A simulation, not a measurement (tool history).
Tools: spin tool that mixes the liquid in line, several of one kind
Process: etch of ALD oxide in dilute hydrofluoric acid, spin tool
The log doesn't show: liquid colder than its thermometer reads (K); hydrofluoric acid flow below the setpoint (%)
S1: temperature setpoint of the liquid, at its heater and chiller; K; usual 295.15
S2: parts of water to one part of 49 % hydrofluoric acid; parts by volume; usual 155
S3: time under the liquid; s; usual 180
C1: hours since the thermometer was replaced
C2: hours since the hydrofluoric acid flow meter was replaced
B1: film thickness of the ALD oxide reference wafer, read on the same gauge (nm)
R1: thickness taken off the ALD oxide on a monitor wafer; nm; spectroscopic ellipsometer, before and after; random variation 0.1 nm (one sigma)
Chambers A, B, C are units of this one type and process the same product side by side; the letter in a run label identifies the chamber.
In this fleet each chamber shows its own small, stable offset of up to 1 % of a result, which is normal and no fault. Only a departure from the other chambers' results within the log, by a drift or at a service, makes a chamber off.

run 1A hour=6.0 | S1=295.15 S2=155 S3=180 | C1=1733.7 C2=292.0 | B1=90.025 | R1=12.559
run 2C hour=10.6 | S1=295.15 S2=155 S3=180 | C1=133.1 C2=676.2 | B1=89.988 | R1=12.684
run 3B hour=14.2 | S1=295.15 S2=155 S3=180 | C1=924.5 C2=2017.6 | B1=89.990 | R1=12.725
run 4C hour=19.3 | S1=295.15 S2=155 S3=180 | C1=141.8 C2=684.9 | B1=90.019 | R1=12.628
run 5A hour=24.0 | S1=295.15 S2=155 S3=180 | C1=1751.7 C2=310.0 | B1=89.975 | R1=12.651
run 6B hour=28.4 | S1=295.15 S2=155 S3=180 | C1=938.7 C2=2031.8 | B1=90.018 | R1=12.800
run 7A hour=32.0 | S1=295.15 S2=155 S3=180 | C1=1759.7 C2=318.0 | B1=90.015 | R1=12.548
run 8C hour=35.3 | S1=295.15 S2=155 S3=180 | C1=157.8 C2=700.9 | B1=89.975 | R1=12.565
run 9B hour=38.0 | S1=295.15 S2=155 S3=180 | C1=948.3 C2=2041.4 | B1=90.008 | R1=12.590
run 10A hour=42.9 | S1=295.15 S2=155 S3=180 | C1=1770.6 C2=328.9 | B1=89.986 | R1=12.205
run 11C hour=47.2 | S1=295.15 S2=155 S3=180 | C1=169.7 C2=712.8 | B1=90.015 | R1=12.469
run 12B hour=50.0 | S1=295.15 S2=155 S3=180 | C1=960.3 C2=2053.4 | B1=89.974 | R1=12.725
run 13A hour=55.5 | S1=295.15 S2=155 S3=180 | C1=1783.2 C2=341.5 | B1=90.040 | R1=12.207
run 14C hour=60.9 | S1=295.15 S2=155 S3=180 | C1=183.4 C2=726.5 | B1=90.030 | R1=12.515
run 15B hour=66.3 | S1=295.15 S2=155 S3=180 | C1=976.6 C2=2069.7 | B1=89.995 | R1=12.685
run 16A hour=71.5 | S1=295.15 S2=155 S3=180 | C1=1799.2 C2=357.5 | B1=90.003 | R1=11.927
run 17B hour=76.1 | S1=295.15 S2=155 S3=180 | C1=986.4 C2=2079.5 | B1=90.027 | R1=12.702
run 18C hour=81.3 | S1=295.15 S2=155 S3=180 | C1=203.8 C2=746.9 | B1=90.019 | R1=12.536
run 19C hour=86.9 | S1=295.15 S2=155 S3=180 | C1=209.4 C2=752.5 | B1=90.024 | R1=12.500
run 20A hour=90.6 | S1=297.65 S2=115 S3=180 | C1=1818.3 C2=376.6 | B1=90.013 | R1=18.164

Which is it: a chamber that has drifted or been left off by a service, a gauge drift common to all chambers, or only each chamber's usual small offset? If a chamber is off, name it and its likeliest cause.

One chamber, A, drifts off from the rest bit by bit.
What lies behind it: hydrofluoric acid flow below the setpoint (%) = 7.43.
The log may not separate it from: liquid colder than its thermometer reads (K).

Below are 4 candidate recipes for chamber A's next run, each the usual settings with a change, their results shown as question marks. Which of them brings A's results back in line with what the other chambers give on the usual settings?
In line means no further than this from the other chambers' mean on the usual settings: R1 0.360 nm
run 21A-1 hour=94.9 | S1=295.15 S2=150 S3=180 | R1=?
run 21A-2 hour=94.9 | S1=297.65 S2=155 S3=180 | R1=?
run 21A-3 hour=94.9 | S1=295.15 S2=160 S3=180 | R1=?
run 21A-4 hour=94.9 | S1=295.15 S2=160 S3=170 | R1=?

On the usual settings, the other chambers give on average: R1 12.640 nm
run=21A-1 R1=11.985
run=21A-2 R1=12.693
run=21A-3 R1=11.106
run=21A-4 R1=10.489
The answer is 21A-2, which returns the chamber to within the allowed miss of the others.
